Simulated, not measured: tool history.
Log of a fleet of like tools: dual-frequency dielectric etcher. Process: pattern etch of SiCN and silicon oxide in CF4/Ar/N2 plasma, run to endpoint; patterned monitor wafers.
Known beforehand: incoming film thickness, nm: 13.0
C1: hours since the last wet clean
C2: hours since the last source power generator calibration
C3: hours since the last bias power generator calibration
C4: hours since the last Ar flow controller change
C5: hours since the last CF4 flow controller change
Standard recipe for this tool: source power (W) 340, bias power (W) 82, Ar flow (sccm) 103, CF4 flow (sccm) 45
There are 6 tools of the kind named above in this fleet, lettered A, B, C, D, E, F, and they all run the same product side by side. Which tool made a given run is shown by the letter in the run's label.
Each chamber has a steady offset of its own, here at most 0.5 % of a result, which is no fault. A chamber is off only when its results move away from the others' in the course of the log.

Run 1D, hour 3.9: usual settings; C1 49.3; C2 77.9; C3 1743.1; C4 3116.7; C5 2087.7. Result: endpoint time (s) 19.791.
Run 2B, hour 7.7: usual settings; C1 213.1; C2 726; C3 1421; C4 1557.9; C5 3209.3. Result: endpoint time (s) 19.827.
Run 3F, hour 12.2: usual settings; C1 403.3; C2 1064; C3 293.3; C4 1290.6; C5 2897.6. Result: endpoint time (s) 19.935.
Run 4E, hour 15.9: usual settings; C1 519.5; C2 3082; C3 986.9; C4 1036.2; C5 3668.5. Result: endpoint time (s) 19.544.
Run 5A, hour 19.2: usual settings; C1 183.5; C2 1158.5; C3 1081.5; C4 1980.5; C5 433.7. Result: endpoint time (s) 19.78.
Run 6C, hour 22.5: usual settings; C1 69.3; C2 2917.2; C3 2337.8; C4 1450.3; C5 1984.1. Result: endpoint time (s) 19.57.
Run 7A, hour 27.1: usual settings; C1 191.4; C2 1166.4; C3 1089.4; C4 1988.4; C5 441.6. Result: endpoint time (s) 19.687.
Run 8E, hour 31.6: usual settings; C1 535.2; C2 3097.7; C3 1002.6; C4 1051.9; C5 3684.2. Result: endpoint time (s) 19.736.
Run 9D, hour 35.7: usual settings; C1 81.1; C2 109.7; C3 1774.9; C4 3148.5; C5 2119.5. Result: endpoint time (s) 19.874.
Run 10C, hour 40.4: usual settings; C1 87.2; C2 2935.1; C3 2355.7; C4 1468.2; C5 2002. Result: endpoint time (s) 19.739.
Run 11B, hour 44.7: usual settings; C1 250.1; C2 763; C3 1458; C4 1594.9; C5 3246.3. Result: endpoint time (s) 19.821.
Run 12F, hour 47.7: usual settings; C1 438.8; C2 1099.5; C3 328.8; C4 1326.1; C5 2933.1. Result: endpoint time (s) 19.729.
Run 13B, hour 50.1: usual settings; C1 255.5; C2 768.4; C3 1463.4; C4 1600.3; C5 3251.7. Result: endpoint time (s) 19.927.
Run 14D, hour 52.5: usual settings; C1 97.9; C2 126.5; C3 1791.7; C4 3165.3; C5 2136.3. Result: endpoint time (s) 19.953.
Run 15E, hour 56.9: usual settings; C1 560.5; C2 3123; C3 1027.9; C4 1077.2; C5 3709.5. Result: endpoint time (s) 19.772.
Run 16C, hour 61.4: usual settings; C1 108.2; C2 2956.1; C3 2376.7; C4 1489.2; C5 2023. Result: endpoint time (s) 19.66.
Run 17A, hour 64.3: usual settings; C1 228.6; C2 1203.6; C3 1126.6; C4 2025.6; C5 478.8. Result: endpoint time (s) 19.639.
Run 18F, hour 67.1: usual settings; C1 458.2; C2 1118.9; C3 348.2; C4 1345.5; C5 2952.5. Result: endpoint time (s) 19.912.
Run 19F, hour 70.1: usual settings; C1 461.2; C2 1121.9; C3 351.2; C4 1348.5; C5 2955.5. Result: endpoint time (s) 19.973.
Run 20B, hour 74.6: usual settings; C1 280; C2 792.9; C3 1487.9; C4 1624.8; C5 3276.2. Result: endpoint time (s) 19.694.
Run 21A, hour 77.6: usual settings; C1 241.9; C2 1216.9; C3 1139.9; C4 2038.9; C5 492.1. Result: endpoint time (s) 19.657.
At hour 80.8: chamber E: wet clean of the chamber.
Run 22C, hour 81.5: usual settings; C1 128.3; C2 2976.2; C3 2396.8; C4 1509.3; C5 2043.1. Result: endpoint time (s) 19.731.
Run 23D, hour 86.4: usual settings; C1 131.8; C2 160.4; C3 1825.6; C4 3199.2; C5 2170.2. Result: endpoint time (s) 19.941.
Run 24E, hour 91.1: usual settings but Ar flow (sccm) 83; C1 10.4; C2 3157.2; C3 1062.1; C4 1111.4; C5 3743.7. Result: endpoint time (s) 19.199.
Run 25A, hour 95.6: usual settings but Ar flow (sccm) 83; C1 259.9; C2 1234.9; C3 1157.9; C4 2056.9; C5 510.1. Result: endpoint time (s) 19.114.
Run 26D, hour 99.4: usual settings but Ar flow (sccm) 83; C1 144.8; C2 173.4; C3 1838.6; C4 3212.2; C5 2183.2. Result: endpoint time (s) 19.252.
Run 27F, hour 102.6: usual settings but Ar flow (sccm) 83; C1 493.7; C2 1154.4; C3 383.7; C4 1381; C5 2988. Result: endpoint time (s) 19.253.
Run 28B, hour 107.7: usual settings but Ar flow (sccm) 83; C1 313.1; C2 826; C3 1521; C4 1657.9; C5 3309.3. Result: endpoint time (s) 19.45.
Run 29E, hour 112: usual settings but Ar flow (sccm) 83; C1 31.3; C2 3178.1; C3 1083; C4 1132.3; C5 3764.6. Result: endpoint time (s) 19.123.
Run 30C, hour 116.1: usual settings; C1 162.9; C2 3010.8; C3 2431.4; C4 1543.9; C5 2077.7. Result: endpoint time (s) 19.847.
Run 31C, hour 118.7: usual settings; C1 165.5; C2 3013.4; C3 2434; C4 1546.5; C5 2080.3. Result: endpoint time (s) 19.758.
Run 32E, hour 122.9: usual settings; C1 42.2; C2 3189; C3 1093.9; C4 1143.2; C5 3775.5. Result: endpoint time (s) 19.701.
Run 33D, hour 126.6: usual settings; C1 172; C2 200.6; C3 1865.8; C4 3239.4; C5 2210.4. Result: endpoint time (s) 19.837.
Run 34F, hour 129.3: usual settings; C1 520.4; C2 1181.1; C3 410.4; C4 1407.7; C5 3014.7. Result: endpoint time (s) 19.746.
Run 35A, hour 131.6: usual settings; C1 295.9; C2 1270.9; C3 1193.9; C4 2092.9; C5 546.1. Result: endpoint time (s) 19.442.
Run 36B, hour 134: usual settings but source power (W) 410; C1 339.4; C2 852.3; C3 1547.3; C4 1684.2; C5 3335.6. Result: endpoint time (s) 17.304.
Run 37F, hour 139.1: usual settings but source power (W) 410; C1 530.2; C2 1190.9; C3 420.2; C4 1417.5; C5 3024.5. Result: endpoint time (s) 16.857.
Run 38C, hour 141.5: usual settings but source power (W) 410; C1 188.3; C2 3036.2; C3 2456.8; C4 1569.3; C5 2103.1. Result: endpoint time (s) 16.936.

Is one chamber off against the others, does the gauge drift, or is nothing wrong? If a chamber is off, say which, and what the likeliest cause is.

It is chamber B that slowly wanders off from its peers.
Most likely cause: source power that arrives under what is set, % = 2.99.
The log may not separate it from: etch rate under this chamber's usual, %.

Chamber B could run next with any of the 4 candidate recipes listed below; each alters the usual settings, and their results appear as question marks. Which one brings its results back in line with what the other chambers deliver on the usual settings?
Counts as in line when no further than this from what the other chambers average on the usual settings: endpoint time (s) 0.32
Run 39B-1, hour 145.2: usual settings but source power (W) 320, Ar flow (sccm) 104, CF4 flow (sccm) 44. Result: endpoint time (s) ?.
Run 39B-2, hour 145.2: usual settings but source power (W) 350, bias power (W) 83. Result: endpoint time (s) ?.
Run 39B-3, hour 145.2: usual settings but bias power (W) 91, Ar flow (sccm) 98, CF4 flow (sccm) 47. Result: endpoint time (s) ?.
Run 39B-4, hour 145.2: usual settings but source power (W) 330, bias power (W) 81. Result: endpoint time (s) ?.

The mean the other chambers reach with the usual settings: endpoint time (s) 19.76
  run  endpoint time (s)
39B-1             21.421
39B-2              19.65
39B-3             19.188
39B-4              20.86
39B-2 is the one that brings the chamber's results back in line with the other chambers.

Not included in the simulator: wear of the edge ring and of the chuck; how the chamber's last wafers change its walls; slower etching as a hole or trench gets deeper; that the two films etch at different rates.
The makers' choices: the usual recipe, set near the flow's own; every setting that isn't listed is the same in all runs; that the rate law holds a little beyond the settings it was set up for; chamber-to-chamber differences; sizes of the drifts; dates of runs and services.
